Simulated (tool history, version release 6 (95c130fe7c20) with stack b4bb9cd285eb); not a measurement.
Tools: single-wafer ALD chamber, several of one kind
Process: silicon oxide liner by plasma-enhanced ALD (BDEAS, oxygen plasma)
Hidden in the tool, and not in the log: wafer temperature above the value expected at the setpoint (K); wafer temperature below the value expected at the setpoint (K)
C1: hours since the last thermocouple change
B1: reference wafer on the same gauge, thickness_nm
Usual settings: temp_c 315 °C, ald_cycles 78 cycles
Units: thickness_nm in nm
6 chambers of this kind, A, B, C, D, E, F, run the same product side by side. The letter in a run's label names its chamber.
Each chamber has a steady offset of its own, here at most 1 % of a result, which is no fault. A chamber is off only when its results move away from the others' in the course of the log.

run 1B hour=12.6 | temp_c=315 ald_cycles=78 | C1=129.0 | B1=6.7994 | thickness_nm=7.0486
run 2A hour=20.9 | temp_c=315 ald_cycles=78 | C1=2739.5 | B1=6.7995 | thickness_nm=7.1230
run 3F hour=30.6 | temp_c=315 ald_cycles=78 | C1=2151.7 | B1=6.8048 | thickness_nm=7.1216
run 4C hour=42.9 | temp_c=315 ald_cycles=78 | C1=407.0 | B1=6.8023 | thickness_nm=7.0719
run 5D hour=52.2 | temp_c=315 ald_cycles=78 | C1=1927.9 | B1=6.8056 | thickness_nm=7.1343
run 6E hour=57.9 | temp_c=315 ald_cycles=78 | C1=1175.4 | B1=6.8060 | thickness_nm=7.0492
run 7B hour=69.7 | temp_c=315 ald_cycles=78 | C1=186.1 | B1=6.8059 | thickness_nm=7.0476
-- hour=77.9 chamber A: thermocouple changed; heater temperature recalibrated
run 8F hour=79.6 | temp_c=315 ald_cycles=78 | C1=2200.7 | B1=6.8080 | thickness_nm=7.1392
run 9C hour=92.1 | temp_c=315 ald_cycles=78 | C1=456.2 | B1=6.8103 | thickness_nm=7.0873
run 10E hour=98.8 | temp_c=315 ald_cycles=78 | C1=1216.3 | B1=6.8104 | thickness_nm=7.0325
run 11D hour=107.1 | temp_c=315 ald_cycles=78 | C1=1982.8 | B1=6.8130 | thickness_nm=7.1640
run 12A hour=114.0 | temp_c=315 ald_cycles=78 | C1=36.2 | B1=6.8124 | thickness_nm=7.1306
run 13B hour=125.5 | temp_c=315 ald_cycles=78 | C1=241.9 | B1=6.8114 | thickness_nm=7.0601
run 14F hour=132.4 | temp_c=322 ald_cycles=70 | C1=2253.5 | B1=6.8133 | thickness_nm=6.3508
run 15E hour=143.8 | temp_c=322 ald_cycles=70 | C1=1261.3 | B1=6.8143 | thickness_nm=6.2727
run 16C hour=153.5 | temp_c=322 ald_cycles=70 | C1=517.6 | B1=6.8152 | thickness_nm=6.2953
run 17D hour=162.1 | temp_c=322 ald_cycles=70 | C1=2037.8 | B1=6.8145 | thickness_nm=6.3789
run 18A hour=173.3 | temp_c=322 ald_cycles=70 | C1=95.5 | B1=6.8169 | thickness_nm=6.3636
run 19A hour=179.7 | temp_c=322 ald_cycles=70 | C1=101.9 | B1=6.8185 | thickness_nm=6.3448
run 20B hour=188.4 | temp_c=315 ald_cycles=78 | C1=304.8 | B1=6.8192 | thickness_nm=7.0743
run 21D hour=195.0 | temp_c=315 ald_cycles=78 | C1=2070.7 | B1=6.8204 | thickness_nm=7.1671
run 22E hour=206.4 | temp_c=315 ald_cycles=78 | C1=1323.9 | B1=6.8190 | thickness_nm=7.0621
run 23F hour=216.3 | temp_c=307 ald_cycles=89 | C1=2337.4 | B1=6.8225 | thickness_nm=8.2499
run 24C hour=223.2 | temp_c=307 ald_cycles=89 | C1=587.3 | B1=6.8220 | thickness_nm=8.1794
run 25D hour=231.5 | temp_c=307 ald_cycles=89 | C1=2107.2 | B1=6.8241 | thickness_nm=8.2856
run 26F hour=241.4 | temp_c=307 ald_cycles=89 | C1=2362.5 | B1=6.8235 | thickness_nm=8.2573
-- hour=246.4 chamber D: thermocouple changed; heater temperature recalibrated
run 27E hour=247.0 | temp_c=307 ald_cycles=89 | C1=1364.5 | B1=6.8240 | thickness_nm=8.1862
run 28C hour=254.4 | temp_c=307 ald_cycles=89 | C1=618.5 | B1=6.8247 | thickness_nm=8.1910
run 29A hour=261.0 | temp_c=315 ald_cycles=78 | C1=183.2 | B1=6.8255 | thickness_nm=7.1494
run 30B hour=268.0 | temp_c=315 ald_cycles=78 | C1=384.4 | B1=6.8274 | thickness_nm=7.0719
run 31E hour=278.8 | temp_c=315 ald_cycles=78 | C1=1396.3 | B1=6.8262 | thickness_nm=7.0713
run 32D hour=287.6 | temp_c=315 ald_cycles=78 | C1=41.3 | B1=6.8300 | thickness_nm=7.1743
run 33B hour=298.5 | temp_c=315 ald_cycles=85 | C1=414.9 | B1=6.8323 | thickness_nm=7.7111
run 34A hour=305.0 | temp_c=315 ald_cycles=85 | C1=227.2 | B1=6.8319 | thickness_nm=7.7896
run 35F hour=315.4 | temp_c=315 ald_cycles=85 | C1=2436.5 | B1=6.8329 | thickness_nm=7.7860
run 36C hour=323.9 | temp_c=315 ald_cycles=85 | C1=688.0 | B1=6.8343 | thickness_nm=7.7361
run 37B hour=332.6 | temp_c=315 ald_cycles=85 | C1=449.0 | B1=6.8341 | thickness_nm=7.7122

What goes on in this fleet: one chamber off, a drifting gauge, or nothing beyond the chambers' own small offsets? Name the chamber and the cause, if any.

The gauge drifts, so all chambers seem to drift together. No chamber is off.
Cause: gauge reads high (%) = 0.505.
